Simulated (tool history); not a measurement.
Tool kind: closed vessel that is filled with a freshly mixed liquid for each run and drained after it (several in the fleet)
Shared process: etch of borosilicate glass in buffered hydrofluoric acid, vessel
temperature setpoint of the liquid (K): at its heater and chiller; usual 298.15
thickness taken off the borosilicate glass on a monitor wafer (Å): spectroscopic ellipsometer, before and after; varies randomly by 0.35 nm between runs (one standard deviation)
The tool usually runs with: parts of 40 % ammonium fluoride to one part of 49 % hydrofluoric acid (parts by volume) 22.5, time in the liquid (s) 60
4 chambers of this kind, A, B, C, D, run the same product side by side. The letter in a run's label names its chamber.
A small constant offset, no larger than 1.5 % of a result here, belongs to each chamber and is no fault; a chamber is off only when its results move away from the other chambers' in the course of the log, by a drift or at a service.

run   hour  temperature setpoint of the liquid (K)  parts of 40 % ammonium fluoride to one part of 49 % hydrofluoric acid (parts by volume)  time in the liquid (s)  read-back film thickness of the borosilicate glass reference wafer, read on the same gauge (nm)  thickness taken off the borosilicate glass on a monitor wafer (Å)
 1B    5.1                                  298.15                                                                                     22.5                      60                                                                                           129.99                                                             364.27
 2C   10.4                                  298.15                                                                                     22.5                      60                                                                                           129.97                                                             365.28
 3D   14.4                                  298.15                                                                                     22.5                      60                                                                                           129.94                                                             366.91
 4A   18.2                                  298.15                                                                                     22.5                      60                                                                                           130.03                                                             360.52
 5D   23.3                                  296.15                                                                                     22.5                      60                                                                                           129.95                                                             328.89
 6C   27.5                                  296.15                                                                                     22.5                      60                                                                                           129.97                                                             328.78
 7A   30.7                                  296.15                                                                                     22.5                      60                                                                                           130.01                                                             327.62
 8B   34.0                                  296.15                                                                                     22.5                      60                                                                                           130.00                                                             316.02
 9D   37.5                                  298.15                                                                                     22.5                      60                                                                                           130.04                                                             369.00
10B   42.1                                  298.15                                                                                     22.5                      60                                                                                           130.02                                                             352.88
11C   45.7                                  298.15                                                                                     22.5                      60                                                                                           129.97                                                             374.06
12A   49.3                                  298.15                                                                                     22.5                      60                                                                                           130.02                                                             357.94
13C   53.4                                  298.15                                                                                     22.5                      60                                                                                           129.98                                                             363.88
14D   57.1                                  298.15                                                                                     22.5                      90                                                                                           129.99                                                             555.67
15B   59.4                                  298.15                                                                                     22.5                      90                                                                                           130.02                                                             512.22
16A   62.5                                  298.15                                                                                     22.5                      90                                                                                           130.06                                                             545.54
17C   65.7                                  298.15                                                                                     22.5                      90                                                                                           129.99                                                             547.13
18A   70.7                                  293.65                                                                                     22.5                      60                                                                                           129.99                                                             286.61
      71.0  -- chamber D: hydrofluoric acid flow meter replaced
19B   74.1                                  293.65                                                                                     22.5                      60                                                                                           130.01                                                             259.50
20D   79.3                                  293.65                                                                                     22.5                      60                                                                                           129.99                                                             287.14
21A   84.0                                  293.65                                                                                     22.5                      60                                                                                           130.05                                                             282.12
22B   88.6                                  303.15                                                                                     22.5                      60                                                                                           130.01                                                             426.23
23D   93.5                                  303.15                                                                                     22.5                      60                                                                                           129.97                                                             476.70
24C   97.3                                  303.15                                                                                     22.5                      60                                                                                           129.96                                                             476.67
25B  101.9                                  303.15                                                                                     22.5                      60                                                                                           129.99                                                             430.81
26A  104.4                                  298.15                                                                                     22.5                      60                                                                                           130.00                                                             362.94
27C  109.3                                  298.15                                                                                     22.5                      60                                                                                           129.97                                                             371.25
28D  112.0                                  298.15                                                                                     22.5                      60                                                                                           130.01                                                             373.31

Has any chamber moved away from the others, gradually or after a service, or does the common gauge drift, or do the chambers differ only by their own small steady offsets? State the chamber and the most likely cause if one applies.

Chamber B drifts away from the others.
Cause: liquid colder than its thermometer reads (K) = 2.54.

Chamber B could run next with any of the 4 candidate recipes listed below; each alters the usual settings, and their results appear as question marks. Which one brings its results back in line with what the other chambers deliver on the usual settings?
Maximum distance from the other chambers' mean on the usual settings for a result to count as in line: thickness taken off the borosilicate glass on a monitor wafer (Å) 12.00
29B-1  115.9                                  304.15                                                                                     22.5                      60                                                                                                                                                                   ?
29B-2  115.9                                  298.15                                                                                     22.5                      70                                                                                                                                                                   ?
29B-3  115.9                                  295.15                                                                                     27.5                      60                                                                                                                                                                   ?
29B-4  115.9                                  297.65                                                                                     23.5                      55                                                                                                                                                                   ?

The mean the other chambers reach with the usual settings: thickness taken off the borosilicate glass on a monitor wafer (Å) 366.42
  run  thickness taken off the borosilicate glass on a monitor wafer (Å)
29B-1                                                             437.02
29B-2                                                             370.44
29B-3                                                             234.92
29B-4                                                             275.09
The right change is 29B-2: it brings the chamber back within the allowed miss of the others.
